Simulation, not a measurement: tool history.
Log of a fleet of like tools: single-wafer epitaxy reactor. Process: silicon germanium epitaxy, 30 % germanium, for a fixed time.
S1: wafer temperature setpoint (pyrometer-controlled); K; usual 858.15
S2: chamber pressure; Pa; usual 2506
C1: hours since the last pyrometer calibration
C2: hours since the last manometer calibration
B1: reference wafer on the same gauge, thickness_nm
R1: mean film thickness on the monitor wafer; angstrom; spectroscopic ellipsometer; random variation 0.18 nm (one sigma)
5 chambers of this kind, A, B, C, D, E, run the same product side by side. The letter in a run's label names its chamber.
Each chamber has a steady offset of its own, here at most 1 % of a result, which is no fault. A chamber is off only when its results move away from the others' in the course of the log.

run,hour,S1,S2,C1,C2,B1,R1
# hour 6.4: chamber D: pyrometer calibrated
1B,10.2,858.15,2506,829.7,977.5,45.488,436.20
2C,18.3,858.15,2506,801.5,92.6,45.503,435.35
3D,32.5,858.15,2506,26.1,877.3,45.540,435.84
4A,43.5,858.15,2506,2087.3,212.8,45.478,434.76
5E,57.1,858.15,2506,264.1,380.4,45.532,434.14
6D,69.8,853.15,2226,63.4,914.6,45.542,376.39
7A,83.8,853.15,2226,2127.6,253.1,45.469,376.94
8E,91.0,853.15,2226,298.0,414.3,45.518,377.76
9B,105.1,853.15,2226,924.6,1072.4,45.490,375.90
10C,117.0,853.15,2226,900.2,191.3,45.525,374.67
11B,126.7,870.15,3120,946.2,1094.0,45.520,596.82
12D,140.3,870.15,3120,133.9,985.1,45.510,591.74
13E,152.4,870.15,3120,359.4,475.7,45.513,595.21
14C,165.3,870.15,3120,948.5,239.6,45.454,596.60
15A,175.6,870.15,3120,2219.4,344.9,45.569,590.19
16C,182.7,858.15,2506,965.9,257.0,45.486,436.20
17D,191.1,858.15,2506,184.7,1035.9,45.489,435.47
18B,205.5,858.15,2506,1025.0,1172.8,45.501,444.66
19E,212.9,858.15,2506,419.9,536.2,45.495,434.98
20A,224.4,858.15,2506,2268.2,393.7,45.478,434.53
21D,236.4,858.15,2506,230.0,1081.2,45.507,434.43
22C,248.3,858.15,2506,1031.5,322.6,45.518,433.72
23A,255.8,858.15,2506,2299.6,425.1,45.546,433.03
24B,263.4,858.15,2506,1082.9,1230.7,45.475,447.78
25E,276.0,858.15,2506,483.0,599.3,45.509,437.27
26B,283.5,858.15,2506,1103.0,1250.8,45.557,445.50
27E,290.6,858.15,2506,497.6,613.9,45.523,433.11
28D,298.4,858.15,2506,292.0,1143.2,45.497,435.34
29A,310.5,867.15,2720,2354.3,479.8,45.538,530.79
30C,320.1,867.15,2720,1103.3,394.4,45.506,529.93
31C,330.4,867.15,2720,1113.6,404.7,45.494,530.92
32A,340.1,867.15,2720,2383.9,509.4,45.451,529.36
33D,352.3,867.15,2720,345.9,1197.1,45.523,530.29
34E,364.9,848.15,2720,571.9,688.2,45.492,370.15
35B,377.0,848.15,2720,1196.5,1344.3,45.456,390.66

What goes on in this fleet: one chamber off, a drifting gauge, or nothing beyond the chambers' own small offsets? Name the chamber and the cause, if any.

Chamber B drifts away from the others.
Cause: wafer temperature above the value expected at the setpoint (K) = 2.72.

Here are 4 candidates for chamber B's next run, each the usual settings with a change, their results left as question marks. Which one brings its results back in line with what the others give on the usual settings?
In line means no further than this from the other chambers' mean on the usual settings: R1 6.20 angstrom
36B-1,387.4,856.15,2466,,,,?
36B-2,387.4,862.15,2560,,,,?
36B-3,387.4,860.15,2546,,,,?
36B-4,387.4,858.15,2053,,,,?

The other chambers' mean on the usual settings: R1 434.87 angstrom
run,R1
36B-1,436.55
36B-2,496.31
36B-3,476.99
36B-4,421.15
36B-1 brings the chamber back in line.
